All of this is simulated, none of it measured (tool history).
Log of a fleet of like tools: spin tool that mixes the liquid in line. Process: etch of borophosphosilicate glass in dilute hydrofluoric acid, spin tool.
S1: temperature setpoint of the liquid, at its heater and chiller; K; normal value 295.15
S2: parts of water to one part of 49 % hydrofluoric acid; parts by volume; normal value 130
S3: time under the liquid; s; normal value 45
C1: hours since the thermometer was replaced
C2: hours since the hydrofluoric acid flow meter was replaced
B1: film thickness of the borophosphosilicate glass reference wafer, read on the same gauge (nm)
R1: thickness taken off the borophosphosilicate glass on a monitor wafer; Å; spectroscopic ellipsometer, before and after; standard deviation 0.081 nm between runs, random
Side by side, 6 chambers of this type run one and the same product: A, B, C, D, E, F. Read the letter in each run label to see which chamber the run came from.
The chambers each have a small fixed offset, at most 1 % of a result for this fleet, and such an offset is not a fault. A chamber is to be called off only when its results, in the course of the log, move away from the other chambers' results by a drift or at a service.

run   hour      S1   S2  S3      C1      C2      B1      R1
 1C     14  295.15  130  45  2125.3  1023.2  80.014  113.19
 2B   29.2  295.15  130  45   685.1   691.6  80.008  115.89
 3E   44.6  295.15  130  45    71.7    71.3  80.002  114.45
 4D   52.5  295.15  130  45   831.2   428.2  80.011   114.8
 5F   64.3  295.15  130  45    94.5     733  80.012  114.17
 6A   75.1  295.15  130  45   669.9   880.2  80.004  113.71
 7A   87.7  295.15  130  45   682.5   892.8      80  114.99
 8B  102.9  295.15  130  45   758.8   765.3  79.992  114.76
     104.1  -- chamber C: hydrofluoric acid flow meter replaced
 9D  118.5  295.15  130  45   897.2   494.2  80.025  115.71
10E  133.7  295.15  130  45   160.8   160.4  80.002  114.86
11F  145.4  295.15  130  60   175.6   814.1  79.981  153.58
     148.3  -- chamber C: thermometer replaced
12C  157.6  295.15  130  60     9.3    53.6  80.006  151.67
13A  169.9  295.15  130  60   764.7     975  79.991  152.52
14C  179.5  295.15  130  60    31.2    75.5  80.002  153.57
15B    188  295.15  130  60   843.9   850.4  80.013  154.02
     197.9  -- chamber D: hydrofluoric acid flow meter replaced
16D  198.5  295.15  130  60   977.2     0.7  79.998  150.48
17E  214.9  292.15  105  45     242   241.6  79.996  129.04
18F    224  292.15  105  45   254.2   892.7  79.994  130.13
     235.5  -- chamber F: hydrofluoric acid flow meter replaced
19E    238  292.15  105  45   265.1   264.7  80.014  129.81
20D  249.2  292.15  105  45  1027.9    51.4  80.002  129.48
21C  257.3  292.15  105  45     109   153.3  79.992  126.73
22F    269  292.15  105  45   299.2    33.6  79.994  130.07
     275.4  -- chamber A: hydrofluoric acid flow meter replaced
23B  282.9  295.15  130  45   938.8   945.3  80.003  114.51
24A  291.7  295.15  130  45   886.5    16.3  79.994  110.56
25C  299.9  295.15  130  45   151.6   195.9  79.975  114.52
26E  313.7  295.15  130  45   340.8   340.4   79.99   114.9
27B  324.8  295.15  130  45   980.7   987.2  79.986  115.08
     328.2  -- chamber B: hydrofluoric acid flow meter replaced
28D  340.7  295.15  130  45  1119.4   142.9  79.986  115.05
29A  352.9  295.15  130  45   947.7    77.5  79.994   109.8
30F  369.4  295.15  130  45   399.6     134  80.002  114.92
31A  380.8  295.15  130  45   975.6   105.4   79.98  109.17
32B    390  295.15  130  45  1045.9    61.8  80.016  114.95
33C  401.2  295.15  130  45   252.9   297.2  80.022  112.75
34F    412  295.15  130  45   442.2   176.6  80.013  113.57
35D  420.5  295.15  130  45  1199.2   222.7  80.002  116.16
36E  430.6  295.15  130  45   457.7   457.3  80.007  115.38
37A  444.2  295.15  130  45    1039   168.8  79.991  108.28
38C    456  295.15  130  45   307.7     352  79.999  113.75
39D  470.4  295.15  130  45  1249.1   272.6  80.008  113.85
40E  484.5  297.65  190  45   511.6   511.2  79.995  81.708
41F  492.7  297.65  190  45   522.9   257.3  80.017  80.528
42B  501.6  297.65  190  45  1157.5   173.4  79.991  79.484

Predict what each chamber gives when all 6 of them run the settings below next.
43A  513.6  295.15  130  45               ?
43B  513.6  295.15  130  45               ?
43C  513.6  295.15  130  45               ?
43D  513.6  295.15  130  45               ?
43E  513.6  295.15  130  45               ?
43F  513.6  295.15  130  45               ?

run      R1
43A  107.24
43B  113.86
43C  113.27
43D  114.54
43E  114.07
43F  114.75

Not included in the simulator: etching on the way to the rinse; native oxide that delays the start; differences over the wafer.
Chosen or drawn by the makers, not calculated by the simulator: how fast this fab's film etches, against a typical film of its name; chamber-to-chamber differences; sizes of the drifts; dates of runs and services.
